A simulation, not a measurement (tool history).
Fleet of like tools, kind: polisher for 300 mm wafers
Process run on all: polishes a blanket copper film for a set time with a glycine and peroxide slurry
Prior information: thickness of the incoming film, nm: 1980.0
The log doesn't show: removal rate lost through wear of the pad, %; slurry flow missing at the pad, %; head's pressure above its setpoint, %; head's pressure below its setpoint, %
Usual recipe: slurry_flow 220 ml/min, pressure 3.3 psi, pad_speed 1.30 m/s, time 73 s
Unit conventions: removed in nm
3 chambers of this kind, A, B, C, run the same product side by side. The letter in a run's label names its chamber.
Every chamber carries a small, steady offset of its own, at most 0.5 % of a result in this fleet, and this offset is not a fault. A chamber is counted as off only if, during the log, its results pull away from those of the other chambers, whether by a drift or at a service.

| run | hour | slurry_flow | pressure | pad_speed | time | wafers polished on this pad | hours since the slurry nozzle was cleaned | hours since the head pressure was calibrated | removed |
|---|---|---|---|---|---|---|---|---|---|
| 1B | 5.5 | 220 | 3.3 | 1.30 | 73 | 164 | 236.4 | 654.8 | 571.81 |
| 2A | 9.8 | 220 | 3.3 | 1.30 | 73 | 304 | 280.8 | 94.1 | 568.44 |
| 3C | 15.7 | 220 | 3.3 | 1.30 | 73 | 389 | 688.5 | 549.9 | 562.46 |
|  | 16.1 | chamber B: slurry nozzle cleaned |
| 4B | 21.6 | 220 | 3.3 | 1.30 | 73 | 377 | 5.6 | 670.9 | 569.85 |
| 5C | 28.3 | 275 | 2.6 | 1.30 | 73 | 555 | 701.1 | 562.5 | 475.18 |
| 6A | 34.7 | 275 | 2.6 | 1.30 | 73 | 632 | 305.7 | 119.0 | 472.61 |
|  | 36.5 | chamber A: worn pad replaced by a new one |
|  | 37.1 | chamber B: worn pad replaced by a new one |
|  | 38.0 | chamber C: slurry nozzle cleaned |
| 7C | 38.8 | 275 | 2.6 | 1.30 | 73 | 694 | 0.9 | 573.0 | 476.30 |
| 8A | 43.4 | 185 | 3.3 | 1.74 | 73 | 91 | 314.4 | 127.7 | 731.28 |
| 9B | 48.7 | 185 | 3.3 | 1.74 | 73 | 153 | 32.7 | 698.0 | 723.04 |
| 10B | 56.5 | 185 | 3.3 | 1.74 | 73 | 256 | 40.5 | 705.8 | 720.75 |
| 11C | 60.7 | 220 | 3.3 | 1.30 | 73 | 983 | 22.8 | 594.9 | 573.25 |
| 12A | 66.0 | 220 | 3.3 | 1.30 | 73 | 389 | 337.0 | 150.3 | 566.22 |
| 13C | 70.7 | 220 | 3.3 | 1.30 | 73 | 1115 | 32.8 | 604.9 | 561.49 |
| 14A | 77.8 | 220 | 3.3 | 1.30 | 73 | 545 | 348.8 | 162.1 | 578.35 |
| 15B | 81.3 | 220 | 3.3 | 1.30 | 73 | 583 | 65.3 | 730.6 | 566.16 |
|  | 84.5 | chamber B: worn pad replaced by a new one |
| 16C | 86.1 | 220 | 3.3 | 1.30 | 73 | 1318 | 48.2 | 620.3 | 572.98 |
|  | 89.0 | chamber A: worn pad replaced by a new one |
| 17B | 92.6 | 220 | 3.3 | 1.30 | 73 | 107 | 76.6 | 741.9 | 571.65 |
|  | 100.1 | chamber C: worn pad replaced by a new one |
| 18A | 100.1 | 220 | 3.3 | 1.30 | 73 | 146 | 371.1 | 184.4 | 561.02 |
| 19B | 103.9 | 220 | 3.3 | 1.30 | 73 | 256 | 87.9 | 753.2 | 567.26 |
| 20C | 108.1 | 190 | 3.3 | 1.30 | 86 | 105 | 70.2 | 642.3 | 646.82 |
| 21A | 113.4 | 190 | 3.3 | 1.30 | 86 | 322 | 384.4 | 197.7 | 642.25 |
| 22C | 117.8 | 190 | 3.3 | 1.30 | 86 | 233 | 79.9 | 652.0 | 650.37 |
| 23B | 121.2 | 170 | 3.3 | 1.30 | 73 | 485 | 105.2 | 770.5 | 545.26 |
| 24A | 127.3 | 170 | 3.3 | 1.30 | 73 | 505 | 398.3 | 211.6 | 535.70 |
|  | 128.0 | chamber B: worn pad replaced by a new one |
| 25C | 131.5 | 170 | 3.3 | 1.30 | 73 | 414 | 93.6 | 665.7 | 548.67 |
| 26A | 135.8 | 220 | 3.3 | 1.30 | 73 | 617 | 406.8 | 220.1 | 562.97 |
|  | 142.3 | chamber A: worn pad replaced by a new one |
| 27B | 142.5 | 220 | 3.3 | 1.30 | 73 | 192 | 126.5 | 791.8 | 562.15 |
| 28A | 147.7 | 220 | 3.3 | 1.30 | 73 | 71 | 418.7 | 232.0 | 546.56 |
| 29C | 154.1 | 220 | 3.3 | 1.30 | 73 | 713 | 116.2 | 688.3 | 574.93 |
| 30B | 157.5 | 220 | 3.3 | 1.30 | 73 | 390 | 141.5 | 806.8 | 578.81 |
| 31C | 163.0 | 220 | 3.3 | 1.30 | 73 | 830 | 125.1 | 697.2 | 566.08 |
| 32A | 168.5 | 220 | 3.3 | 1.30 | 73 | 345 | 439.5 | 252.8 | 545.60 |
| 33B | 174.9 | 220 | 3.3 | 1.30 | 73 | 620 | 158.9 | 824.2 | 575.46 |
|  | 175.7 | chamber B: worn pad replaced by a new one |
| 34C | 180.1 | 220 | 3.3 | 1.30 | 73 | 1056 | 142.2 | 714.3 | 559.77 |
| 35A | 183.9 | 220 | 3.3 | 1.30 | 73 | 549 | 454.9 | 268.2 | 550.20 |
| 36B | 190.7 | 220 | 3.3 | 1.30 | 73 | 198 | 174.7 | 840.0 | 569.31 |
| 37B | 198.1 | 220 | 3.7 | 1.30 | 73 | 296 | 182.1 | 847.4 | 635.10 |
|  | 202.5 | chamber C: worn pad replaced by a new one |
| 38C | 205.2 | 220 | 3.7 | 1.30 | 73 | 35 | 167.3 | 739.4 | 634.58 |

The same settings go to every chamber for the next run, one line per chamber below. Forecast the results for each:
| 39A | 210.9 | 220 | 3.3 | 1.30 | 73 |  |  |  | ? |
| 39B | 210.9 | 220 | 3.3 | 1.30 | 73 |  |  |  | ? |
| 39C | 210.9 | 220 | 3.3 | 1.30 | 73 |  |  |  | ? |

| run | removed |
|---|---|
| 39A | 540.88 |
| 39B | 568.24 |
| 39C | 570.79 |
